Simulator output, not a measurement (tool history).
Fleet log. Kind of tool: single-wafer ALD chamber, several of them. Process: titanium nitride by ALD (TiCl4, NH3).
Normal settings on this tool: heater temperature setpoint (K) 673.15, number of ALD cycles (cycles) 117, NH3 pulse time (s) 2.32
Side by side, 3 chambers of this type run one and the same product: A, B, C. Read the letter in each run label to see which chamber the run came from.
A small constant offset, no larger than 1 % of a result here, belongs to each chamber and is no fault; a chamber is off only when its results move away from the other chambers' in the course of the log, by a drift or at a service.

run,hour,heater temperature setpoint (K),number of ALD cycles (cycles),NH3 pulse time (s),"read-back reference wafer on the same gauge, thickness_nm",mean film thickness on the monitor wafer (nm)
1A,4.8,673.15,117,2.32,3.0911,2.5936
2C,8.2,673.15,117,2.32,3.0918,2.5971
3B,13.2,673.15,117,2.32,3.0917,2.5847
4B,18.7,673.15,117,2.32,3.0926,2.5808
5C,21.9,673.15,117,2.32,3.0935,2.598
6A,25.7,673.15,117,2.32,3.0937,2.5872
7C,30.5,673.15,117,2.32,3.096,2.5976
8A,33.3,673.15,117,2.32,3.0935,2.5921
9B,38,673.15,117,2.32,3.0953,2.5796
10B,41,673.15,117,2.32,3.0961,2.5828
11A,43.9,673.15,109,1.9,3.0979,2.4002
12C,48.7,673.15,109,1.9,3.096,2.4007
13A,53.9,673.15,109,1.9,3.0983,2.406
14B,58.5,673.15,117,2.32,3.0994,2.5793
15C,61.2,673.15,117,2.32,3.0975,2.5977
16B,65.3,673.15,117,2.32,3.1007,2.5842
17C,70.7,673.15,117,2.32,3.1009,2.5964
18A,73.3,673.15,117,2.32,3.1014,2.5974
19A,76.4,673.15,117,2.32,3.1005,2.5999
20C,81.6,673.15,117,2.32,3.1018,2.5997
21B,87.4,673.15,117,2.32,3.1023,2.5833
22B,92.3,673.15,117,2.32,3.1026,2.5898
23A,97,673.15,117,2.32,3.104,2.6009
24C,102.6,673.15,117,2.32,3.1059,2.6029
25A,105.8,673.15,117,2.32,3.106,2.6069
26B,110.2,673.15,129,2.32,3.107,2.8524
27C,114.9,673.15,129,2.32,3.1058,2.8779
28C,117.9,673.15,129,2.32,3.1075,2.8794
29A,122.5,673.15,117,2.32,3.1073,2.5997
30B,125.9,673.15,117,2.32,3.108,2.5874
31C,129.5,673.15,117,2.32,3.1088,2.6101
32B,132.6,673.15,117,2.32,3.1092,2.5912
33A,138.6,673.15,117,2.32,3.111,2.6104

Each of the 3 chambers runs these same settings next. Fill in every chamber's results:
34A,143,673.15,117,2.32,,?
34B,143,673.15,117,2.32,,?
34C,143,673.15,117,2.32,,?

run,mean film thickness on the monitor wafer (nm)
34A,2.619
34B,2.596
34C,2.6228
